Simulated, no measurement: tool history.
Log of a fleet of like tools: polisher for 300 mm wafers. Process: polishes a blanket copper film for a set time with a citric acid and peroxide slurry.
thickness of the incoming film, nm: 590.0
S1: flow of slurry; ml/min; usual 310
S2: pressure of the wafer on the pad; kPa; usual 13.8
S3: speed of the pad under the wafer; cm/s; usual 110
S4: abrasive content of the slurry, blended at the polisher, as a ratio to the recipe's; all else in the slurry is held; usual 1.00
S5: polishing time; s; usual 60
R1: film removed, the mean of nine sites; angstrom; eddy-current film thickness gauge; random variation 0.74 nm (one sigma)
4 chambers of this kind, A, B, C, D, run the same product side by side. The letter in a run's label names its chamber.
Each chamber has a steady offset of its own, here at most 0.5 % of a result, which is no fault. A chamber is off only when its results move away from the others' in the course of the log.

| run | hour | S1 | S2 | S3 | S4 | S5 | R1 |
|---|---|---|---|---|---|---|---|
|  | 1.6 | chamber C: worn pad replaced by a new one |
| 1A | 6.6 | 310 | 13.8 | 110 | 1.00 | 60 | 1188.10 |
|  | 10.0 | chamber C: slurry nozzle cleaned |
| 2D | 13.6 | 310 | 13.8 | 110 | 1.00 | 60 | 1175.40 |
| 3C | 19.4 | 310 | 13.8 | 110 | 1.00 | 60 | 1182.10 |
|  | 20.7 | chamber B: worn pad replaced by a new one |
| 4B | 25.0 | 310 | 13.8 | 110 | 1.00 | 60 | 1179.90 |
|  | 26.1 | chamber D: slurry blender recalibrated |
|  | 30.6 | chamber A: head pressure recalibrated |
| 5D | 31.3 | 310 | 10.3 | 110 | 1.25 | 60 | 933.44 |
|  | 33.0 | chamber A: slurry blender recalibrated |
| 6B | 34.7 | 310 | 10.3 | 110 | 1.25 | 60 | 937.65 |
|  | 35.5 | chamber C: worn pad replaced by a new one |
| 7C | 39.2 | 310 | 10.3 | 110 | 1.25 | 60 | 937.06 |
| 8A | 46.5 | 310 | 10.3 | 110 | 1.25 | 60 | 923.09 |
| 9C | 51.3 | 310 | 13.8 | 110 | 1.00 | 60 | 1192.10 |
| 10D | 56.0 | 310 | 13.8 | 110 | 1.00 | 60 | 1171.40 |
| 11A | 60.4 | 310 | 13.8 | 110 | 1.00 | 60 | 1176.70 |
|  | 62.4 | chamber D: worn pad replaced by a new one |
| 12B | 64.6 | 310 | 13.8 | 110 | 1.00 | 60 | 1163.90 |
| 13A | 69.8 | 310 | 13.8 | 110 | 1.00 | 60 | 1176.50 |
|  | 74.4 | chamber C: worn pad replaced by a new one |
| 14C | 76.5 | 310 | 13.8 | 110 | 1.00 | 60 | 1185.00 |
|  | 76.7 | chamber A: worn pad replaced by a new one |
| 15B | 81.7 | 310 | 13.8 | 110 | 1.00 | 60 | 1169.00 |
| 16D | 86.9 | 310 | 13.8 | 110 | 1.00 | 60 | 1170.90 |
| 17D | 94.0 | 310 | 13.8 | 110 | 1.00 | 60 | 1169.50 |
| 18A | 98.9 | 310 | 13.8 | 110 | 1.00 | 60 | 1165.60 |
| 19B | 103.6 | 310 | 17.9 | 110 | 1.00 | 60 | 1516.60 |
|  | 107.4 | chamber B: worn pad replaced by a new one |
|  | 110.2 | chamber C: worn pad replaced by a new one |
| 20C | 110.9 | 310 | 17.9 | 110 | 1.00 | 60 | 1536.30 |
| 21D | 116.0 | 310 | 17.9 | 110 | 1.00 | 60 | 1500.90 |
|  | 121.0 | chamber B: slurry nozzle cleaned |
| 22C | 122.5 | 310 | 17.9 | 110 | 1.00 | 60 | 1518.10 |
| 23B | 127.2 | 310 | 13.8 | 110 | 1.00 | 60 | 1183.70 |
| 24A | 132.2 | 310 | 13.8 | 110 | 1.00 | 60 | 1175.70 |

All 4 chambers run these settings next. Forecast each chamber's results:
| 25A | 137.8 | 310 | 13.8 | 110 | 1.00 | 40 | ? |
| 25B | 137.8 | 310 | 13.8 | 110 | 1.00 | 40 | ? |
| 25C | 137.8 | 310 | 13.8 | 110 | 1.00 | 40 | ? |
| 25D | 137.8 | 310 | 13.8 | 110 | 1.00 | 40 | ? |

| run | R1 |
|---|---|
| 25A | 785.31 |
| 25B | 781.35 |
| 25C | 784.08 |
| 25D | 781.59 |
